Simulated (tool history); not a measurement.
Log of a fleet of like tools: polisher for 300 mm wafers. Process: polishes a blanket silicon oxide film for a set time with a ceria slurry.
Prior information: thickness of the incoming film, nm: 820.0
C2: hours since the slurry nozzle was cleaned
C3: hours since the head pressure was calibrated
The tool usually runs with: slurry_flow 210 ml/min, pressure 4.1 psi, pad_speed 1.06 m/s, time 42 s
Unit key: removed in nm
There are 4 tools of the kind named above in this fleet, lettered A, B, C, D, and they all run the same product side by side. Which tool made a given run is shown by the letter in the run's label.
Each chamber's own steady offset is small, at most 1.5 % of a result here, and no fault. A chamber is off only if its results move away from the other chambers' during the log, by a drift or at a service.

At hour 0.7: chamber C: worn pad replaced by a new one.
Run 1A, hour 4.1: usual settings; wafers polished on this pad 462; C2 45.5; C3 242.6. Result: removed 286.71 nm.
Run 2D, hour 10.7: usual settings; wafers polished on this pad 1026; C2 330.3; C3 769.3. Result: removed 286.62 nm.
At hour 11.0: chamber D: worn pad replaced by a new one.
Run 3B, hour 17.4: usual settings; wafers polished on this pad 1137; C2 179.1; C3 617.5. Result: removed 285.92 nm.
Run 4C, hour 23.4: usual settings; wafers polished on this pad 313; C2 439.6; C3 337.7. Result: removed 281.06 nm.
At hour 24.6: chamber B: worn pad replaced by a new one.
At hour 25.3: chamber B: head pressure recalibrated.
Run 5D, hour 28.3: usual settings; wafers polished on this pad 238; C2 347.9; C3 786.9. Result: removed 283.21 nm.
Run 6A, hour 31.2: usual settings; wafers polished on this pad 835; C2 72.6; C3 269.7. Result: removed 285.93 nm.
Run 7B, hour 34.8: usual settings; wafers polished on this pad 141; C2 196.5; C3 9.5. Result: removed 287.26 nm.
Run 8C, hour 38.8: usual settings but slurry_flow 180 ml/min, time 54 s; wafers polished on this pad 525; C2 455.0; C3 353.1. Result: removed 353.29 nm.
Run 9A, hour 44.1: usual settings but slurry_flow 180 ml/min, time 54 s; wafers polished on this pad 1012; C2 85.5; C3 282.6. Result: removed 353.41 nm.
Run 10C, hour 49.0: usual settings but slurry_flow 180 ml/min, time 54 s; wafers polished on this pad 665; C2 465.2; C3 363.3. Result: removed 355.55 nm.
Run 11D, hour 53.0: usual settings but slurry_flow 180 ml/min, time 54 s; wafers polished on this pad 577; C2 372.6; C3 811.6. Result: removed 354.00 nm.
Run 12B, hour 57.5: usual settings; wafers polished on this pad 453; C2 219.2; C3 32.2. Result: removed 291.07 nm.
Run 13A, hour 62.2: usual settings; wafers polished on this pad 1261; C2 103.6; C3 300.7. Result: removed 277.20 nm.
Run 14D, hour 68.1: usual settings; wafers polished on this pad 785; C2 387.7; C3 826.7. Result: removed 286.88 nm.
At hour 70.1: chamber C: worn pad replaced by a new one.
Run 15B, hour 73.1: usual settings; wafers polished on this pad 667; C2 234.8; C3 47.8. Result: removed 289.30 nm.
Run 16C, hour 76.2: usual settings but slurry_flow 250 ml/min, pad_speed 1.40 m/s; wafers polished on this pad 83; C2 492.4; C3 390.5. Result: removed 385.43 nm.
Run 17C, hour 80.6: usual settings but slurry_flow 250 ml/min, pad_speed 1.40 m/s; wafers polished on this pad 144; C2 496.8; C3 394.9. Result: removed 375.48 nm.
Run 18D, hour 86.3: usual settings but slurry_flow 250 ml/min, pad_speed 1.40 m/s; wafers polished on this pad 1035; C2 405.9; C3 844.9. Result: removed 379.15 nm.
At hour 90.7: chamber D: worn pad replaced by a new one.
Run 19A, hour 91.5: usual settings but slurry_flow 250 ml/min, pad_speed 1.40 m/s; wafers polished on this pad 1664; C2 132.9; C3 330.0. Result: removed 359.70 nm.
Run 20B, hour 97.2: usual settings; wafers polished on this pad 999; C2 258.9; C3 71.9. Result: removed 281.99 nm.
At hour 102.0: chamber B: worn pad replaced by a new one.
Run 21C, hour 102.3: usual settings; wafers polished on this pad 442; C2 518.5; C3 416.6. Result: removed 284.49 nm.
At hour 104.1: chamber C: slurry nozzle cleaned.
Run 22B, hour 108.9: usual settings; wafers polished on this pad 96; C2 270.6; C3 83.6. Result: removed 287.72 nm.
Run 23D, hour 112.5: usual settings; wafers polished on this pad 300; C2 432.1; C3 871.1. Result: removed 281.80 nm.
At hour 115.1: chamber D: slurry nozzle cleaned.
Run 24A, hour 115.5: usual settings; wafers polished on this pad 1994; C2 156.9; C3 354.0. Result: removed 261.90 nm.
Run 25A, hour 120.9: usual settings; wafers polished on this pad 2068; C2 162.3; C3 359.4. Result: removed 263.43 nm.
Run 26D, hour 126.1: usual settings; wafers polished on this pad 487; C2 11.0; C3 884.7. Result: removed 285.39 nm.
Run 27C, hour 132.7: usual settings; wafers polished on this pad 860; C2 28.7; C3 447.0. Result: removed 284.50 nm.
Run 28B, hour 136.3: usual settings; wafers polished on this pad 472; C2 298.0; C3 111.0. Result: removed 284.62 nm.
Run 29A, hour 140.4: usual settings; wafers polished on this pad 2336; C2 181.8; C3 378.9. Result: removed 255.32 nm.

Each of the 4 chambers runs these same settings next. Fill in every chamber's results:
Run 30A, hour 145.2: usual settings. Result: removed ?.
Run 30B, hour 145.2: usual settings. Result: removed ?.
Run 30C, hour 145.2: usual settings. Result: removed ?.
Run 30D, hour 145.2: usual settings. Result: removed ?.

run  removed
30A   255.83
30B   287.46
30C   277.75
30D   283.71
